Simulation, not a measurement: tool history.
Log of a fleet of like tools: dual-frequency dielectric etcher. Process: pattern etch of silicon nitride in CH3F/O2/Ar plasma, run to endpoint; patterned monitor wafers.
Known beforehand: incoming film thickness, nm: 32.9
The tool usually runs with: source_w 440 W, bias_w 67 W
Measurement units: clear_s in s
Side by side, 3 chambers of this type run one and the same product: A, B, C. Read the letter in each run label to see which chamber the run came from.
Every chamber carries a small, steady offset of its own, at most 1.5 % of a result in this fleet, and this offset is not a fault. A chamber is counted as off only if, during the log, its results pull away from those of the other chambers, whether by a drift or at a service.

Run 1B, hour 4.6: usual settings. Result: clear_s 46.108 s.
Run 2A, hour 9.1: usual settings. Result: clear_s 47.107 s.
Run 3C, hour 11.9: usual settings. Result: clear_s 46.723 s.
Run 4B, hour 15.2: usual settings. Result: clear_s 46.086 s.
Run 5C, hour 20.3: usual settings. Result: clear_s 46.937 s.
Run 6A, hour 24.0: usual settings. Result: clear_s 47.512 s.
Run 7A, hour 28.2: usual settings. Result: clear_s 47.187 s.
Run 8C, hour 32.9: usual settings. Result: clear_s 47.245 s.
Run 9B, hour 35.8: usual settings. Result: clear_s 46.291 s.
Run 10C, hour 38.8: usual settings. Result: clear_s 46.968 s.
Run 11A, hour 43.7: usual settings. Result: clear_s 47.287 s.
Run 12B, hour 47.5: usual settings. Result: clear_s 46.087 s.
Run 13A, hour 50.1: usual settings but source_w 520 W, bias_w 83 W. Result: clear_s 41.015 s.
Run 14C, hour 52.7: usual settings but source_w 520 W, bias_w 83 W. Result: clear_s 41.198 s.
Run 15B, hour 57.4: usual settings but source_w 520 W, bias_w 83 W. Result: clear_s 40.425 s.
Run 16A, hour 61.4: usual settings. Result: clear_s 47.424 s.
Run 17B, hour 64.8: usual settings. Result: clear_s 46.517 s.
Run 18C, hour 68.9: usual settings. Result: clear_s 46.834 s.
Run 19A, hour 73.2: usual settings. Result: clear_s 47.502 s.
Run 20C, hour 76.6: usual settings but bias_w 74 W. Result: clear_s 45.594 s.
Run 21B, hour 80.4: usual settings but bias_w 74 W. Result: clear_s 44.818 s.
Run 22A, hour 85.7: usual settings but bias_w 74 W. Result: clear_s 45.735 s.
Run 23C, hour 90.1: usual settings. Result: clear_s 46.752 s.
Run 24B, hour 92.5: usual settings. Result: clear_s 46.287 s.
Run 25B, hour 97.8: usual settings. Result: clear_s 46.577 s.
Run 26C, hour 102.0: usual settings. Result: clear_s 47.057 s.
At hour 104.8: chamber B: wet clean of the chamber.
Run 27A, hour 107.1: usual settings. Result: clear_s 47.443 s.
Run 28A, hour 110.8: usual settings. Result: clear_s 47.228 s.
Run 29B, hour 113.6: usual settings. Result: clear_s 44.002 s.
Run 30C, hour 116.4: usual settings. Result: clear_s 47.024 s.
Run 31B, hour 121.5: usual settings. Result: clear_s 44.254 s.
Run 32A, hour 125.4: usual settings. Result: clear_s 47.324 s.
Run 33C, hour 130.0: usual settings. Result: clear_s 46.799 s.
Run 34A, hour 134.2: usual settings. Result: clear_s 47.519 s.
Run 35B, hour 136.6: usual settings but bias_w 50 W. Result: clear_s 48.417 s.
Run 36C, hour 141.5: usual settings but bias_w 50 W. Result: clear_s 51.764 s.
Run 37B, hour 146.6: usual settings but bias_w 50 W. Result: clear_s 48.244 s.
Run 38C, hour 149.0: usual settings. Result: clear_s 46.984 s.
Run 39A, hour 154.0: usual settings. Result: clear_s 47.464 s.
Run 40B, hour 159.0: usual settings. Result: clear_s 44.016 s.
Run 41A, hour 163.0: usual settings but bias_w 59 W. Result: clear_s 49.447 s.
Run 42C, hour 167.5: usual settings but bias_w 59 W. Result: clear_s 48.882 s.
Run 43B, hour 170.9: usual settings but bias_w 59 W. Result: clear_s 45.774 s.
Run 44A, hour 174.4: usual settings. Result: clear_s 47.437 s.

All chambers now run identical settings, listed one chamber a line with results as question marks. What results will each chamber show?
Run 45A, hour 178.2: usual settings but bias_w 74 W. Result: clear_s ?.
Run 45B, hour 178.2: usual settings but bias_w 74 W. Result: clear_s ?.
Run 45C, hour 178.2: usual settings but bias_w 74 W. Result: clear_s ?.

run  clear_s
45A   45.941
45B   42.718
45C   45.201
